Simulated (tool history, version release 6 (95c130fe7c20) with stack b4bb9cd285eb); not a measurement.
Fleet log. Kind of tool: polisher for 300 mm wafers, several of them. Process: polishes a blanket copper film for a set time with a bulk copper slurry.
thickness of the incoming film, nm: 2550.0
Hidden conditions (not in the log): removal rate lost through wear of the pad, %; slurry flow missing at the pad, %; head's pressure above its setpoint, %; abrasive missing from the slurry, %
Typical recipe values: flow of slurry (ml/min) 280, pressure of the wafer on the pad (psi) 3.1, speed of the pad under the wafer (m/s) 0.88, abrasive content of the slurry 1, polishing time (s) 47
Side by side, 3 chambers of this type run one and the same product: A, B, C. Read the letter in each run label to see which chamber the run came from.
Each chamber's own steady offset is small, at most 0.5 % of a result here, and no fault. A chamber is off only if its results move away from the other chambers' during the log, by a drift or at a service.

| run | day | flow of slurry (ml/min) | pressure of the wafer on the pad (psi) | speed of the pad under the wafer (m/s) | abrasive content of the slurry | polishing time (s) | wafers polished on this pad | hours since the slurry nozzle was cleaned | hours since the head pressure was calibrated | hours since the slurry blender was calibrated | film removed (nm) |
|---|---|---|---|---|---|---|---|---|---|---|---|
|  | 0.138 | chamber B: slurry blender recalibrated |
| 1B | 0.325 | 280 | 3.1 | 0.88 | 1 | 47 | 1015 | 214.9 | 868.4 | 4.6 | 417.16 |
|  | 0.533 | chamber B: worn pad replaced by a new one |
| 2C | 0.621 | 280 | 3.1 | 0.88 | 1 | 47 | 961 | 596.1 | 42.9 | 73.8 | 420.71 |
| 3A | 0.783 | 280 | 3.1 | 0.88 | 1 | 47 | 479 | 482.5 | 38.8 | 181.2 | 421 |
| 4B | 1.033 | 280 | 3.1 | 0.88 | 1 | 47 | 168 | 231.9 | 885.4 | 21.6 | 419.39 |
| 5A | 1.4 | 280 | 3.1 | 0.88 | 1 | 47 | 685 | 497.3 | 53.6 | 196 | 411.91 |
|  | 1.454 | chamber A: worn pad replaced by a new one |
|  | 1.629 | chamber A: slurry nozzle cleaned |
|  | 1.642 | chamber C: worn pad replaced by a new one |
| 6C | 1.642 | 280 | 3.1 | 0.88 | 1.2 | 42 | 0 | 620.6 | 67.4 | 98.3 | 393.71 |
| 7C | 1.917 | 280 | 3.1 | 0.88 | 1.2 | 42 | 92 | 627.2 | 74 | 104.9 | 392.6 |
| 8A | 2.125 | 280 | 3.1 | 0.88 | 1.2 | 42 | 226 | 12 | 71 | 213.4 | 391.13 |
| 9B | 2.438 | 280 | 3.1 | 0.88 | 1 | 47 | 638 | 265.6 | 919.1 | 55.3 | 417.61 |
| 10B | 2.779 | 280 | 3.1 | 0.88 | 1 | 47 | 753 | 273.8 | 927.3 | 63.5 | 427.86 |
|  | 2.833 | chamber B: head pressure recalibrated |
| 11A | 2.979 | 280 | 3.1 | 0.88 | 1.1 | 47 | 512 | 32.5 | 91.5 | 233.9 | 423.17 |
| 12C | 3.188 | 280 | 3.1 | 0.88 | 1.1 | 47 | 518 | 657.7 | 104.5 | 135.4 | 430.8 |
| 13A | 3.45 | 280 | 3.1 | 0.88 | 1.1 | 47 | 670 | 43.8 | 102.8 | 245.2 | 422.17 |
|  | 3.629 | chamber C: slurry blender recalibrated |
|  | 3.629 | chamber A: worn pad replaced by a new one |
| 14C | 3.783 | 280 | 3.1 | 0.88 | 1 | 47 | 718 | 672 | 118.8 | 3.8 | 421.22 |
| 15B | 4.025 | 280 | 3.1 | 0.88 | 1 | 47 | 1171 | 303.7 | 28.7 | 93.4 | 454.23 |
|  | 4.071 | chamber C: slurry nozzle cleaned |
| 16A | 4.396 | 280 | 3.1 | 0.88 | 1 | 47 | 257 | 66.5 | 125.5 | 267.9 | 418.53 |
|  | 4.575 | chamber B: worn pad replaced by a new one |
| 17C | 4.608 | 280 | 3.1 | 0.88 | 1 | 47 | 995 | 12.9 | 138.6 | 23.6 | 424.44 |
| 18B | 4.983 | 280 | 3.1 | 0.88 | 1 | 47 | 137 | 326.7 | 51.7 | 116.4 | 465.1 |
| 19B | 5.233 | 280 | 3.1 | 0.88 | 1 | 47 | 221 | 332.7 | 57.7 | 122.4 | 471.69 |
| 20C | 5.408 | 280 | 3.1 | 0.88 | 1 | 47 | 1263 | 32.1 | 157.8 | 42.8 | 419.83 |

Next, all 3 chambers run the settings below, one line each with question marks for the results. What does each chamber give?
| 21A | 5.675 | 280 | 3.1 | 0.88 | 1 | 47 |  |  |  |  | ? |
| 21B | 5.675 | 280 | 3.1 | 0.88 | 1 | 47 |  |  |  |  | ? |
| 21C | 5.675 | 280 | 3.1 | 0.88 | 1 | 47 |  |  |  |  | ? |

| run | film removed (nm) |
|---|---|
| 21A | 417.59 |
| 21B | 471.77 |
| 21C | 425.34 |
